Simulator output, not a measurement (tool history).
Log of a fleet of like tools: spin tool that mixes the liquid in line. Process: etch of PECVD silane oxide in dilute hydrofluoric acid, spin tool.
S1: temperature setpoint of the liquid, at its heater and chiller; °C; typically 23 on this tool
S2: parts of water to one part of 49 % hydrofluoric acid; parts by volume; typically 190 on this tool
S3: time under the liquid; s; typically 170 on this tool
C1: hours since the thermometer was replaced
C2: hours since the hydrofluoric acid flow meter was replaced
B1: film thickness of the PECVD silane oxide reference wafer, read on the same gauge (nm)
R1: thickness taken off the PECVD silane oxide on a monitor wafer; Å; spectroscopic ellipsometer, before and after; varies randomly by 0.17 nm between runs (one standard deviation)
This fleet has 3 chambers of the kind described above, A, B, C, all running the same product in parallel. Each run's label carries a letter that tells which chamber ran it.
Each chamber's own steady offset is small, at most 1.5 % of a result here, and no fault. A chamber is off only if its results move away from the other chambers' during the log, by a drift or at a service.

{"run": "1A", "day": 0.625, "S1": 23, "S2": 190, "S3": 170, "C1": 441.9, "C2": 568.5, "B1": 90.015, "R1": 237.95}
{"run": "2C", "day": 1.254, "S1": 23, "S2": 190, "S3": 170, "C1": 1403, "C2": 195.5, "B1": 90.003, "R1": 237.52}
{"run": "3B", "day": 1.717, "S1": 23, "S2": 190, "S3": 170, "C1": 720.9, "C2": 668.5, "B1": 90.007, "R1": 236.36}
{"run": "4C", "day": 2.158, "S1": 23, "S2": 190, "S3": 170, "C1": 1424.7, "C2": 217.2, "B1": 89.992, "R1": 233.9}
{"run": "5B", "day": 2.579, "S1": 23, "S2": 190, "S3": 170, "C1": 741.6, "C2": 689.2, "B1": 89.993, "R1": 234.74}
{"run": "6A", "day": 3.038, "S1": 23, "S2": 190, "S3": 170, "C1": 499.8, "C2": 626.4, "B1": 90.008, "R1": 234.54}
{"run": "7A", "day": 3.35, "S1": 23, "S2": 190, "S3": 170, "C1": 507.3, "C2": 633.9, "B1": 90.038, "R1": 237.65}
{"run": "8B", "day": 3.642, "S1": 23, "S2": 190, "S3": 170, "C1": 767.1, "C2": 714.7, "B1": 89.993, "R1": 235.88}
{"run": "9C", "day": 3.975, "S1": 23, "S2": 190, "S3": 170, "C1": 1468.3, "C2": 260.8, "B1": 90, "R1": 237.52}
{"run": "10C", "day": 4.575, "S1": 23, "S2": 190, "S3": 170, "C1": 1482.7, "C2": 275.2, "B1": 90.02, "R1": 236.13}
{"run": "11A", "day": 5.083, "S1": 23, "S2": 190, "S3": 170, "C1": 548.9, "C2": 675.5, "B1": 89.995, "R1": 236.92}
{"run": "12B", "day": 5.521, "S1": 23, "S2": 190, "S3": 170, "C1": 812.2, "C2": 759.8, "B1": 89.994, "R1": 234.35}
{"run": "13A", "day": 6.1, "S1": 23, "S2": 190, "S3": 170, "C1": 573.3, "C2": 699.9, "B1": 89.998, "R1": 237.66}
{"run": "14B", "day": 6.604, "S1": 23, "S2": 190, "S3": 75, "C1": 838.2, "C2": 785.8, "B1": 90.016, "R1": 103.34}
{"run": "15C", "day": 7.058, "S1": 23, "S2": 190, "S3": 75, "C1": 1542.3, "C2": 334.8, "B1": 89.985, "R1": 106.74}
{"run": "16B", "day": 7.533, "S1": 23, "S2": 190, "S3": 75, "C1": 860.5, "C2": 808.1, "B1": 89.991, "R1": 104.63}
{"run": "17A", "day": 8.096, "S1": 23, "S2": 190, "S3": 170, "C1": 621.2, "C2": 747.8, "B1": 89.986, "R1": 238.26}
{"run": "18C", "day": 8.517, "S1": 23, "S2": 190, "S3": 170, "C1": 1577.3, "C2": 369.8, "B1": 90.003, "R1": 243.02}
{"run": "19B", "day": 9.017, "S1": 23, "S2": 190, "S3": 170, "C1": 896.1, "C2": 843.7, "B1": 89.979, "R1": 235.2}
{"run": "20A", "day": 9.321, "S1": 23, "S2": 190, "S3": 170, "C1": 650.6, "C2": 777.2, "B1": 89.986, "R1": 236.7}
{"run": "21C", "day": 9.621, "S1": 23, "S2": 190, "S3": 170, "C1": 1603.8, "C2": 396.3, "B1": 90.018, "R1": 244.17}
{"run": "22C", "day": 10.154, "S1": 23, "S2": 190, "S3": 170, "C1": 1616.6, "C2": 409.1, "B1": 89.986, "R1": 243.82}
{"run": "23B", "day": 10.779, "S1": 23, "S2": 190, "S3": 170, "C1": 938.4, "C2": 886, "B1": 89.991, "R1": 235.48}
{"run": "24A", "day": 11.179, "S1": 27, "S2": 190, "S3": 170, "C1": 695.2, "C2": 821.8, "B1": 89.983, "R1": 273.22}
{"run": "25A", "day": 11.821, "S1": 27, "S2": 190, "S3": 170, "C1": 710.6, "C2": 837.2, "B1": 90.001, "R1": 275.56}
{"run": "26C", "day": 12.112, "S1": 27, "S2": 190, "S3": 170, "C1": 1663.6, "C2": 456.1, "B1": 89.992, "R1": 287.79}
{"run": "27B", "day": 12.496, "S1": 23, "S2": 190, "S3": 170, "C1": 979.6, "C2": 927.2, "B1": 90.013, "R1": 235.53}
{"run": "28B", "day": 12.942, "S1": 23, "S2": 190, "S3": 170, "C1": 990.3, "C2": 937.9, "B1": 90.01, "R1": 232.57}
{"run": "29A", "day": 13.525, "S1": 23, "S2": 240, "S3": 205, "C1": 751.5, "C2": 878.1, "B1": 90.007, "R1": 214.27}
{"run": "30C", "day": 14.033, "S1": 23, "S2": 240, "S3": 205, "C1": 1709.7, "C2": 502.2, "B1": 89.982, "R1": 226.92}
{"run": "31B", "day": 14.425, "S1": 23, "S2": 240, "S3": 205, "C1": 1025.9, "C2": 973.5, "B1": 90.01, "R1": 215.25}
{"run": "32A", "day": 14.792, "S1": 23, "S2": 190, "S3": 170, "C1": 781.9, "C2": 908.5, "B1": 90.003, "R1": 236.98}
{"run": "33C", "day": 15.288, "S1": 23, "S2": 190, "S3": 170, "C1": 1739.8, "C2": 532.3, "B1": 89.994, "R1": 250.93}

Has any chamber moved away from the others, gradually or after a service, or does the common gauge drift, or do the chambers differ only by their own small steady offsets? State the chamber and the most likely cause if one applies.

It is chamber C that slowly wanders off from its peers.
Likeliest cause: liquid hotter than its thermometer reads (K) = 2.05.
With only this log, it may be confused with: hydrofluoric acid flow above the setpoint (%).

Here are 4 candidates for chamber C's next run, each the usual settings with a change, their results left as question marks. Which one brings its results back in line with what the others give on the usual settings?
To be in line, a result may differ from the other chambers' mean on the usual settings by at most: R1 5.9 Å
{"run": "34C-1", "day": 15.758, "S1": 23, "S2": 190, "S3": 175, "R1": "?"}
{"run": "34C-2", "day": 15.758, "S1": 23, "S2": 190, "S3": 165, "R1": "?"}
{"run": "34C-3", "day": 15.758, "S1": 23, "S2": 190, "S3": 180, "R1": "?"}
{"run": "34C-4", "day": 15.758, "S1": 23, "S2": 200, "S3": 170, "R1": "?"}

Usual-settings mean across the other chambers: R1 236.36 Å
run=34C-1 R1=260.06
run=34C-2 R1=245.2
run=34C-3 R1=267.49
run=34C-4 R1=237.12
34C-4 brings the chamber back in line.
